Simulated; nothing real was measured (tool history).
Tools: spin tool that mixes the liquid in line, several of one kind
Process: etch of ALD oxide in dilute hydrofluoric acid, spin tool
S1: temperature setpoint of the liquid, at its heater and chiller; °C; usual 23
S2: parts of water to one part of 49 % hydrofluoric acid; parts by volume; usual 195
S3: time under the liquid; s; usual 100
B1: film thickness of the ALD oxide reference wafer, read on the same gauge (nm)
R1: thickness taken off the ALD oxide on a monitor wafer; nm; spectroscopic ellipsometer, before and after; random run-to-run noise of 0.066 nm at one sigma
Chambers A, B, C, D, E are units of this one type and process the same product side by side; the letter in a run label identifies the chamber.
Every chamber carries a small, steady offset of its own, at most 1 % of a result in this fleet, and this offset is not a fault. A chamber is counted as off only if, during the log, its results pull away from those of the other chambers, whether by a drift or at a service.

| run | hour | S1 | S2 | S3 | B1 | R1 |
|---|---|---|---|---|---|---|
| 1B | 7.1 | 23 | 195 | 100 | 140.00 | 10.1810 |
| 2E | 15.3 | 23 | 195 | 100 | 140.01 | 10.1570 |
| 3A | 27.6 | 23 | 195 | 100 | 140.01 | 9.9972 |
| 4D | 37.3 | 23 | 195 | 100 | 140.04 | 10.2640 |
| 5C | 49.2 | 23 | 195 | 100 | 140.01 | 10.0940 |
| 6A | 63.2 | 23 | 195 | 100 | 140.00 | 10.1240 |
| 7E | 72.4 | 27 | 245 | 100 | 140.00 | 8.9316 |
| 8B | 80.1 | 27 | 245 | 100 | 140.04 | 8.7813 |
| 9D | 92.4 | 27 | 245 | 100 | 140.00 | 8.9031 |
| 10C | 104.8 | 27 | 245 | 100 | 140.04 | 8.8721 |
| 11A | 112.1 | 27 | 245 | 100 | 139.99 | 8.7655 |
| 12E | 119.6 | 23 | 195 | 100 | 139.97 | 10.1740 |
| 13C | 128.0 | 23 | 195 | 100 | 139.98 | 10.1390 |
| 14D | 140.5 | 23 | 195 | 100 | 140.00 | 10.3030 |
| 15B | 154.7 | 23 | 195 | 100 | 140.02 | 10.2420 |
| 16C | 168.8 | 23 | 195 | 100 | 140.01 | 10.0700 |
| 17D | 180.2 | 23 | 195 | 100 | 140.01 | 10.2110 |
|  | 181.9 | chamber D: thermometer replaced |
| 18B | 191.5 | 23 | 195 | 100 | 140.00 | 10.0990 |
| 19A | 200.3 | 23 | 195 | 100 | 140.01 | 10.1850 |
| 20E | 213.3 | 23 | 195 | 100 | 140.04 | 10.2400 |
|  | 217.1 | chamber D: hydrofluoric acid flow meter replaced |
| 21B | 221.1 | 23 | 195 | 100 | 139.96 | 10.1970 |
| 22E | 235.3 | 23 | 195 | 100 | 140.00 | 10.1350 |
| 23D | 249.0 | 23 | 195 | 100 | 140.02 | 10.1050 |
| 24A | 263.9 | 23 | 195 | 100 | 140.03 | 10.0180 |
| 25C | 270.5 | 23 | 195 | 100 | 139.94 | 10.0390 |
| 26A | 284.4 | 23 | 195 | 100 | 139.97 | 10.0730 |
| 27E | 296.1 | 23 | 125 | 100 | 139.98 | 17.2540 |
|  | 301.9 | chamber A: thermometer replaced |
| 28D | 304.5 | 23 | 125 | 100 | 139.98 | 17.2400 |
|  | 311.1 | chamber E: hydrofluoric acid flow meter replaced |
| 29C | 316.8 | 23 | 125 | 100 | 139.98 | 16.3880 |
| 30B | 325.5 | 23 | 125 | 100 | 140.02 | 17.1290 |
| 31A | 336.6 | 23 | 125 | 100 | 140.02 | 17.0330 |
| 32E | 344.2 | 23 | 195 | 100 | 140.00 | 10.3230 |
| 33C | 356.5 | 23 | 195 | 100 | 139.95 | 9.6288 |
| 34D | 364.4 | 23 | 195 | 100 | 139.97 | 10.1050 |
| 35B | 371.8 | 23 | 195 | 100 | 139.97 | 10.1310 |
| 36D | 383.1 | 23 | 145 | 130 | 139.97 | 18.8270 |
| 37C | 395.5 | 23 | 145 | 130 | 140.01 | 17.8500 |
| 38B | 405.4 | 23 | 145 | 130 | 140.02 | 18.7780 |
| 39E | 417.4 | 23 | 145 | 130 | 139.98 | 18.9050 |
| 40A | 426.0 | 23 | 145 | 130 | 140.00 | 18.5810 |
| 41E | 438.0 | 23 | 195 | 100 | 140.02 | 10.2000 |
| 42B | 452.7 | 23 | 195 | 100 | 139.99 | 10.0620 |

For the next run the whole fleet of 5 chambers uses the same settings. Give each chamber's results:
| 43A | 463.5 | 23 | 195 | 100 |  | ? |
| 43B | 463.5 | 23 | 195 | 100 |  | ? |
| 43C | 463.5 | 23 | 195 | 100 |  | ? |
| 43D | 463.5 | 23 | 195 | 100 |  | ? |
| 43E | 463.5 | 23 | 195 | 100 |  | ? |

| run | R1 |
|---|---|
| 43A | 9.9542 |
| 43B | 10.1990 |
| 43C | 9.4660 |
| 43D | 10.1600 |
| 43E | 10.2230 |
